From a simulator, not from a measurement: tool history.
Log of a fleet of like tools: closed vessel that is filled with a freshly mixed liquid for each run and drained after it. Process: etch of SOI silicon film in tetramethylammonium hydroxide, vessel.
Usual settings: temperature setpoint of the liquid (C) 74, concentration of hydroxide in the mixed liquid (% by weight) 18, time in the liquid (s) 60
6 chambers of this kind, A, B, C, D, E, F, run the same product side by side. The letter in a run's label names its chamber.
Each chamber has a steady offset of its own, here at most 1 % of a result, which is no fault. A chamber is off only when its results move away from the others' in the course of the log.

run,day,temperature setpoint of the liquid (C),concentration of hydroxide in the mixed liquid (% by weight),time in the liquid (s),"read-back film thickness of the SOI silicon film reference wafer, read on the same gauge (nm)",thickness taken off the SOI silicon film on a monitor wafer (angstrom)
1F,0.167,74,18,60,140,4410.3
2D,0.3,74,18,60,139.99,4396.3
3B,0.558,74,18,60,140.02,4450.5
4A,0.796,74,18,60,139.99,4448.6
5E,0.912,74,18,60,140.01,4449.7
6C,1.171,74,18,60,140.02,4367.9
7C,1.388,74,18,60,139.99,4361.9
8A,1.592,74,18,60,140,4423.7
9F,1.85,74,15,30,140.04,2317.4
10D,2.008,74,15,30,139.99,2370.2
11B,2.271,74,15,30,140.05,2354.2
12E,2.404,74,15,30,139.97,2376.3
13E,2.558,74,15,30,140.03,2393.1
14F,2.704,74,15,30,139.96,2334.2
15D,2.892,74,18,60,140.01,4422.1
16A,3.129,74,18,60,140.04,4445.1
17C,3.383,74,18,60,140.02,4423.1
18B,3.638,74,18,60,140,4381.7
19E,3.854,74,18,60,139.97,4438.1
20C,4.021,74,18,60,139.97,4378.7
21A,4.267,81.5,23,60,140,5825.8
# day 4.338: chamber C: hydroxide flow meter replaced
22D,4.508,81.5,23,60,140.04,5804.1
23B,4.738,81.5,23,60,140.02,5875
24F,4.875,81.5,23,60,140,5760.5
25B,5.062,81.5,23,60,140.01,5811.8
26E,5.262,81.5,23,60,140.02,5917.7
27F,5.421,74,18,60,139.99,4332.2
28D,5.688,74,18,60,140.01,4450.5
29A,5.912,78.5,18,40,140.01,3787.1
30C,6.15,78.5,18,40,140.02,3776.1
31A,6.325,78.5,18,40,139.99,3814.5
32E,6.542,78.5,18,40,140,3880.2
33C,6.75,78.5,18,40,140.01,3797.3
34D,6.958,78.5,18,40,140.02,3775.9
35B,7.208,74,18,60,140.03,4373.2
36F,7.408,74,18,60,140.03,4366.8
37A,7.571,79.5,13.5,60,140.03,6865.5
38D,7.696,79.5,13.5,60,140.04,6745.8

What goes on in this fleet: one chamber off, a drifting gauge, or nothing beyond the chambers' own small offsets? Name the chamber and the cause, if any.

No chamber stands off beyond its own small offset, and the gauge holds steady.
